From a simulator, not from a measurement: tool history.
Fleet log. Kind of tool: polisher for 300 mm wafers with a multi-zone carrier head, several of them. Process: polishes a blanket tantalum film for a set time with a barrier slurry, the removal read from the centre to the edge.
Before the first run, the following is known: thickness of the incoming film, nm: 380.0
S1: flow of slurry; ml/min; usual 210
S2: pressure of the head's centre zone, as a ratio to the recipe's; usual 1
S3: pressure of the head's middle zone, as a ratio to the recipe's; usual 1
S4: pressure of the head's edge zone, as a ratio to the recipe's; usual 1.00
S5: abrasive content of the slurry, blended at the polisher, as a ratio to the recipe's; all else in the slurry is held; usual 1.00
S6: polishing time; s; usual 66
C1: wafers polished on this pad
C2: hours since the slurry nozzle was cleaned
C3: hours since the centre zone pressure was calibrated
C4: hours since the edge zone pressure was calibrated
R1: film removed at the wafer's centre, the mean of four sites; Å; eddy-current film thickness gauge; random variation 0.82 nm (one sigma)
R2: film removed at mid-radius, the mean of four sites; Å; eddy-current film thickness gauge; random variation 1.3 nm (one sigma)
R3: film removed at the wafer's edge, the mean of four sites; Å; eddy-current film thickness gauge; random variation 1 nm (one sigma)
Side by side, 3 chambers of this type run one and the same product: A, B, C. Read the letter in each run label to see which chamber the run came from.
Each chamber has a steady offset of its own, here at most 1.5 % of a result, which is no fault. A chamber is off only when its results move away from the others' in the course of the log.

run,hour,S1,S2,S3,S4,S5,S6,C1,C2,C3,C4,R1,R2,R3
# hour 1.2: chamber A: worn pad replaced by a new one
# hour 3.9: chamber B: worn pad replaced by a new one
1B,5.1,210,1,1,1.00,1.00,66,14,184.7,108.9,1085.1,878.13,845.62,879.28
2C,12.3,210,1,1,1.00,1.00,66,445,172.8,377.2,86.5,899.13,886.77,891.29
3A,19.6,210,1,1,1.00,1.00,66,207,535.5,249.2,177.0,884.59,888.95,894.81
4C,23.6,210,1,1,1.00,1.00,66,573,184.1,388.5,97.8,897.95,904.11,887.53
5B,28.3,210,1,1,1.00,1.00,66,276,207.9,132.1,1108.3,895.43,869.64,897.09
# hour 29.7: chamber A: slurry nozzle cleaned
6A,35.8,210,1,1,1.00,1.00,66,390,6.2,265.4,193.2,885.95,903.74,858.32
# hour 38.8: chamber C: centre zone pressure recalibrated
7A,39.3,210,1,1,1.00,1.00,66,430,9.7,268.9,196.7,877.94,881.68,902.86
# hour 45.8: chamber C: worn pad replaced by a new one
8C,46.6,210,1,1,1.00,1.00,66,10,207.1,7.8,120.8,778.71,872.70,904.49
9B,51.3,165,1,1,0.95,1.00,66,536,230.9,155.1,1131.3,857.52,833.26,842.85
10A,58.5,165,1,1,0.95,1.00,66,647,28.9,288.1,215.9,853.44,831.58,846.09
11B,62.6,165,1,1,0.95,1.00,66,664,242.2,166.4,1142.6,845.41,850.30,833.77
12C,70.1,210,1,1,1.00,1.00,66,275,230.6,31.3,144.3,791.54,884.14,893.64
13A,75.1,210,1,1,1.00,1.00,66,834,45.5,304.7,232.5,882.71,868.22,887.59
# hour 79.1: chamber B: worn pad replaced by a new one
14B,80.2,210,1,1,1.00,1.00,66,12,259.8,184.0,1160.2,885.77,879.19,877.14
15C,84.3,210,1,1,1.00,1.25,66,435,244.8,45.5,158.5,829.21,973.34,949.40
16A,88.1,210,1,1,1.00,1.25,66,981,58.5,317.7,245.5,935.48,922.44,941.44
17B,93.3,210,1,1,1.00,1.25,66,160,272.9,197.1,1173.3,930.14,918.24,935.62
18C,96.6,210,1,1,1.00,1.00,66,574,257.1,57.8,170.8,779.51,891.14,868.73
# hour 98.4: chamber A: worn pad replaced by a new one
19A,100.2,210,1,1,1.00,1.00,66,21,70.6,329.8,257.6,881.46,863.92,903.56
20C,103.7,135,1,1,1.00,1.00,79,655,264.2,64.9,177.9,858.65,999.05,1017.50

One chamber off, gauge drift, or nothing amiss beyond the chambers' own small offsets? If it is a chamber, which one, and what is the likeliest cause?

Chamber C came out of a service off from its peers and stayed that way.
Cause: centre zone's pressure below its setpoint, % = 10.5.

Chamber C could run next with any of the 4 candidate recipes listed below; each alters the usual settings, and their results appear as question marks. Which one brings its results back in line with what the other chambers deliver on the usual settings?
In-line tolerance around the mean of the other chambers on the usual settings: R1 29.00 Å; R2 44.00 Å; R3 36.00 Å
21C-1,109.1,205,0.91,1.02,1.03,1.00,66,,,,,?,?,?
21C-2,109.1,200,0.86,1.03,1.05,1.00,66,,,,,?,?,?
21C-3,109.1,215,1.10,0.98,0.96,1.00,67,,,,,?,?,?
21C-4,109.1,220,1.17,0.97,0.94,1.00,67,,,,,?,?,?

What the other chambers average on the usual settings: R1 883.75 Å; R2 879.14 Å; R3 886.99 Å
run,R1,R2,R3
21C-1,703.68,902.82,902.62
21C-2,657.13,907.95,909.41
21C-3,890.34,888.54,888.03
21C-4,956.51,882.65,880.64
21C-3 is the one that brings the chamber's results back in line with the other chambers.
